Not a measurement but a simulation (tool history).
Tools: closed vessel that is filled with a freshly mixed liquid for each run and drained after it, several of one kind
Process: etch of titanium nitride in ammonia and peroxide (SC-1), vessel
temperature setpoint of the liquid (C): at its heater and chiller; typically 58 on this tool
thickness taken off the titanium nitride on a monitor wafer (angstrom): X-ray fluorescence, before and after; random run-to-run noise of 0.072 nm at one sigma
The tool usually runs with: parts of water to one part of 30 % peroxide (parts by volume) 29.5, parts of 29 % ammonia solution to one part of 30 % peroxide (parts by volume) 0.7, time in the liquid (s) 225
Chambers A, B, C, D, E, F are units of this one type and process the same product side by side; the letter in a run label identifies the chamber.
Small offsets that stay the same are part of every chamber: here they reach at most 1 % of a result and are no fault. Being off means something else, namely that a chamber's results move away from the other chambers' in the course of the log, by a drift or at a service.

run   hour  temperature setpoint of the liquid (C)  parts of water to one part of 30 % peroxide (parts by volume)  parts of 29 % ammonia solution to one part of 30 % peroxide (parts by volume)  time in the liquid (s)  read-back film thickness of the titanium nitride reference wafer, read on the same gauge (nm)  thickness taken off the titanium nitride on a monitor wafer (angstrom)
 1F   11.6                                      58                                                           29.5                                                                            0.7                     225                                                                                         139.98                                                                  108.18
 2C   17.8                                      58                                                           29.5                                                                            0.7                     225                                                                                         140.01                                                                  108.78
 3B   28.7                                      58                                                           29.5                                                                            0.7                     225                                                                                         139.97                                                                  107.89
 4E   35.2                                      58                                                           29.5                                                                            0.7                     225                                                                                         139.98                                                                   107.4
 5A   42.9                                      58                                                           29.5                                                                            0.7                     225                                                                                            140                                                                  106.65
 6D   50.9                                      58                                                           29.5                                                                            0.7                     225                                                                                         140.02                                                                  107.78
 7A   61.5                                      58                                                           29.5                                                                            0.7                     225                                                                                         140.02                                                                  108.37
 8C   69.3                                      58                                                           29.5                                                                            0.7                     225                                                                                         139.98                                                                  109.62
 9D   76.6                                      58                                                           29.5                                                                            0.7                     225                                                                                            140                                                                  108.02
10E   83.3                                      58                                                           29.5                                                                            0.7                     225                                                                                         140.02                                                                  109.45
11B   94.7                                      58                                                           29.5                                                                            0.7                     225                                                                                         139.98                                                                  107.45
12F    100                                      58                                                           29.5                                                                            0.7                     225                                                                                         140.01                                                                  109.17
13D  111.5                                      58                                                           29.5                                                                            0.7                     225                                                                                         139.98                                                                   109.7
14B    122                                      58                                                           29.5                                                                            0.7                     225                                                                                            140                                                                  108.89
15E  132.6                                      58                                                           29.5                                                                            0.7                     225                                                                                         140.03                                                                  108.94
16F  138.4                                      58                                                           29.5                                                                            0.7                     225                                                                                         140.03                                                                  108.16
17A  147.4                                      58                                                           29.5                                                                            0.7                     225                                                                                            140                                                                   110.4
18C  155.7                                      58                                                           29.5                                                                            0.7                     225                                                                                         139.98                                                                  108.81
19E  165.6                                      58                                                           29.5                                                                            0.7                     225                                                                                         140.01                                                                  106.79
     170.4  -- chamber F: ammonia flow meter replaced
     170.4  -- chamber A: new drum of ammonia solution connected
20C  170.6                                      58                                                           29.5                                                                            0.7                     225                                                                                            140                                                                  108.92
21D  178.2                                      58                                                           29.5                                                                            0.7                     225                                                                                         140.01                                                                  108.53
22B  189.2                                      58                                                           29.5                                                                            0.7                     225                                                                                         140.01                                                                  108.36
23F  195.4                                      58                                                           29.5                                                                            0.7                     225                                                                                            140                                                                  108.62
24A  201.9                                      58                                                           29.5                                                                            0.7                     225                                                                                         139.99                                                                  112.47
25D    210                                      58                                                           29.5                                                                            0.7                     225                                                                                         140.02                                                                  109.05
26B  215.1                                      58                                                           29.5                                                                            0.7                     225                                                                                         140.02                                                                   108.9
27C  225.7                                      58                                                           29.5                                                                            0.7                     225                                                                                         139.98                                                                  108.96
28A  233.6                                      58                                                           29.5                                                                            0.7                     225                                                                                         140.02                                                                  112.46
29E    240                                      58                                                           29.5                                                                            0.7                     225                                                                                         140.03                                                                  107.96
30F  250.6                                      58                                                           29.5                                                                            0.7                     225                                                                                         139.99                                                                   108.2
31A  260.8                                      58                                                           29.5                                                                            0.7                     225                                                                                            140                                                                  113.27
     265.8  -- chamber C: ammonia flow meter replaced
32C  269.1                                      58                                                           29.5                                                                            0.7                     225                                                                                         139.97                                                                  109.28
33F  277.5                                      58                                                           29.5                                                                            0.7                     225                                                                                         140.01                                                                  108.37
     279.4  -- chamber B: new drum of ammonia solution connected
34E  288.2                                      58                                                           29.5                                                                            0.7                     225                                                                                         140.02                                                                  108.68
35D  299.6                                    61.5                                                           29.5                                                                            0.7                     165                                                                                         139.98                                                                  100.25
36B  309.9                                    61.5                                                           29.5                                                                            0.7                     165                                                                                            140                                                                  99.723
37E  320.2                                    61.5                                                           29.5                                                                            0.7                     165                                                                                         140.02                                                                  100.32
38F  331.4                                    61.5                                                           29.5                                                                            0.7                     165                                                                                         140.03                                                                  99.807

One chamber off, gauge drift, or nothing amiss beyond the chambers' own small offsets? If it is a chamber, which one, and what is the likeliest cause?

Chamber A drifts away from the others.
Cause: liquid hotter than its thermometer reads (K) = 1.15.

Below are 4 candidate recipes for chamber A's next run, each the usual settings with a change, their results shown as question marks. Which of them brings A's results back in line with what the other chambers give on the usual settings?
In line here means within this much of the mean the other chambers give on the usual settings: thickness taken off the titanium nitride on a monitor wafer (angstrom) 2.5
39A-1  339.8                                      58                                                           29.5                                                                            0.7                     240                                                                                                                                                                      ?
39A-2  339.8                                      57                                                             30                                                                            0.7                     225                                                                                                                                                                      ?
39A-3  339.8                                      58                                                             31                                                                            0.7                     225                                                                                                                                                                      ?
39A-4  339.8                                      58                                                             28                                                                            0.7                     225                                                                                                                                                                      ?

Average result of the remaining chambers running the usual settings: thickness taken off the titanium nitride on a monitor wafer (angstrom) 108.5
  run  thickness taken off the titanium nitride on a monitor wafer (angstrom)
39A-1                                                                  123.87
39A-2                                                                  107.74
39A-3                                                                  112.88
39A-4                                                                  119.64
Change 39A-2 lands the chamber within the allowed miss of the other chambers.

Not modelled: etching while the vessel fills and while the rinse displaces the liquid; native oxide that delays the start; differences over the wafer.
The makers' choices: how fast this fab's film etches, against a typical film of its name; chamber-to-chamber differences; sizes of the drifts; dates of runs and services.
